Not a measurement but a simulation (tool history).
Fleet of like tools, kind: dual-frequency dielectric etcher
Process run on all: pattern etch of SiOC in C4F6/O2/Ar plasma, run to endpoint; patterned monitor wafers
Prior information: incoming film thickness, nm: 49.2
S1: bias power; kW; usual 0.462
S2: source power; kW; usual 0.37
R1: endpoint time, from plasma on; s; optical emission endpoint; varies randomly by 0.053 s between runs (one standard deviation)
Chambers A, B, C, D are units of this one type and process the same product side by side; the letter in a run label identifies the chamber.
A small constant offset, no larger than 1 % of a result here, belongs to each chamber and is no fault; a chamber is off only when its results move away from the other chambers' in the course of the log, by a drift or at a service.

run	hour	S1	S2	R1
1D	3.7	0.462	0.37	17.4
2A	7.5	0.462	0.37	17.65
3C	13	0.462	0.37	17.737
4B	19.2	0.462	0.37	17.455
5C	23.2	0.462	0.37	17.795
6A	28.7	0.462	0.37	17.631
7B	36.2	0.462	0.37	17.458
8D	42.6	0.462	0.37	17.516
9A	46.6	0.462	0.37	17.671
10B	54.8	0.462	0.37	17.507
11D	60.3	0.462	0.37	17.461
12C	66.2	0.462	0.37	17.776
13C	72.3	0.462	0.37	17.741
14A	76.5	0.462	0.37	17.702
15B	81.6	0.462	0.37	17.663
16D	86.3	0.462	0.37	17.467
17C	92.5	0.462	0.37	17.729
18B	97.7	0.462	0.43	16.711
19D	103.7	0.462	0.43	16.586
20A	110.8	0.462	0.43	16.629
21C	116.4	0.462	0.43	16.735
22B	121	0.462	0.41	17.102
23D	126.3	0.462	0.41	16.853
24A	130.1	0.462	0.41	16.964
25C	138.6	0.462	0.41	17.084
26D	146.1	0.462	0.37	17.465
27A	153.3	0.462	0.37	17.666
28B	158.3	0.462	0.37	18.012
29A	164.9	0.462	0.37	17.737
30C	169.7	0.462	0.37	17.795
31D	173.9	0.462	0.37	17.477

Does one chamber stand apart from the rest, does the shared gauge drift, or is all well apart from small per-chamber offsets? Give the chamber and the most likely cause, where there is one.

It is chamber B that slowly wanders off from its peers.
Cause: etch rate under this chamber's usual, % = 3.86.

Chamber B could run next with any of the 4 candidate recipes listed below; each alters the usual settings, and their results appear as question marks. Which one brings its results back in line with what the other chambers deliver on the usual settings?
In-line tolerance around the mean of the other chambers on the usual settings: R1 0.19 s
32B-1	180	0.499	0.37	?
32B-2	180	0.462	0.38	?
32B-3	180	0.462	0.36	?
32B-4	180	0.462	0.34	?

What the other chambers average on the usual settings: R1 17.604 s
run	R1
32B-1	17.613
32B-2	17.943
32B-3	18.311
32B-4	18.707
32B-1 brings the chamber back in line.
